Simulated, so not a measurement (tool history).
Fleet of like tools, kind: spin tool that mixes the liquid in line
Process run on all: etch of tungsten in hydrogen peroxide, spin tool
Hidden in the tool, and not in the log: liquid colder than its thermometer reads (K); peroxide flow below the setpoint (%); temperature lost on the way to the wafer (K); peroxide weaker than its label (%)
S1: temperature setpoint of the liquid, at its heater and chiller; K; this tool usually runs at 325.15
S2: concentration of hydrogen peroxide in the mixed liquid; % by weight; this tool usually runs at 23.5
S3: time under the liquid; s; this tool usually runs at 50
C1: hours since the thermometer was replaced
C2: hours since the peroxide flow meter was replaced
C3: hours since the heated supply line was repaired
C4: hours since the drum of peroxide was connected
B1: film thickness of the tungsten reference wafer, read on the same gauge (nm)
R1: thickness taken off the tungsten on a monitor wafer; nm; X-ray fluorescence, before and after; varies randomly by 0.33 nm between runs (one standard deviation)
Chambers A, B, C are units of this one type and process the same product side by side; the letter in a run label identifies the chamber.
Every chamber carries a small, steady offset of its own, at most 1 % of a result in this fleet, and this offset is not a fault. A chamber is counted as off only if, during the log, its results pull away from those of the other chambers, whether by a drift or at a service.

run   hour      S1    S2  S3     C1      C2      C3      C4      B1      R1
 1A    5.3  325.15  23.5  50  789.1   347.4   345.8  1091.3  40.013  51.093
 2B   11.2  325.15  23.5  50  139.6   493.7   263.2   533.7  39.970  51.754
 3C   14.0  325.15  23.5  50  268.6  1240.9  2093.4    28.4  40.016  51.098
 4A   17.4  325.15  23.5  50  801.2   359.5   357.9  1103.4  39.965  50.916
 5C   21.7  325.15  23.5  50  276.3  1248.6  2101.1    36.1  39.996  50.572
 6B   26.5  325.15  23.5  50  154.9   509.0   278.5   549.0  39.980  51.521
 7A   32.2  316.15  23.5  50  816.0   374.3   372.7  1118.2  39.950  29.313
 8B   36.2  316.15  23.5  50  164.6   518.7   288.2   558.7  39.988  30.097
 9C   40.7  316.15  23.5  50  295.3  1267.6  2120.1    55.1  39.994  28.616
10B   45.0  325.15  23.5  50  173.4   527.5   297.0   567.5  39.995  51.439
11A   50.2  325.15  23.5  50  834.0   392.3   390.7  1136.2  40.012  50.923
12C   55.8  334.65  23.5  35  310.4  1282.7  2135.2    70.2  40.010  61.623
13A   61.0  334.65  23.5  35  844.8   403.1   401.5  1147.0  39.997  61.855
14C   63.7  334.65  23.5  35  318.3  1290.6  2143.1    78.1  39.996  60.356
15B   67.5  325.15  23.5  50  195.9   550.0   319.5   590.0  39.987  51.690
16A   73.7  325.15  23.5  50  857.5   415.8   414.2  1159.7  39.974  51.233
17B   78.7  325.15  23.5  50  207.1   561.2   330.7   601.2  39.997  51.800
18C   83.3  325.15  23.5  50  337.9  1310.2  2162.7    97.7  40.002  48.214
19A   88.7  325.15  30.0  65  872.5   430.8   429.2  1174.7  40.027  74.976
20C   94.9  325.15  30.0  65  349.5  1321.8  2174.3   109.3  39.961  70.518
21B   98.7  325.15  30.0  65  227.1   581.2   350.7   621.2  40.015  75.627
22C  101.6  325.15  23.5  50  356.2  1328.5  2181.0   116.0  40.013  47.036
23B  106.7  325.15  23.5  50  235.1   589.2   358.7   629.2  39.988  51.492

Is one chamber out of step, is the gauge drifting, or do the chambers differ by no more than their own small offsets? For an off chamber, give its letter and the likeliest cause.

Little by little, chamber C moves away from the other chambers.
Most likely cause: temperature lost on the way to the wafer (K) = 1.44.
It could be hard to tell apart here from: liquid colder than its thermometer reads (K).

Below are 4 candidate recipes for chamber C's next run, each the usual settings with a change, their results shown as question marks. Which of them brings C's results back in line with what the other chambers give on the usual settings?
Counts as in line when no further than this from what the other chambers average on the usual settings: R1 1.200 nm
24C-1  111.2  325.15  19.5  50                       ?
24C-2  111.2  325.15  27.5  50                       ?
24C-3  111.2  324.15  23.5  45                       ?
24C-4  111.2  326.15  23.5  55                       ?

Mean of the other chambers on the usual settings: R1 51.278 nm
  run      R1
24C-1  42.978
24C-2  51.079
24C-3  39.940
24C-4  55.241
24C-2 brings the chamber back in line.
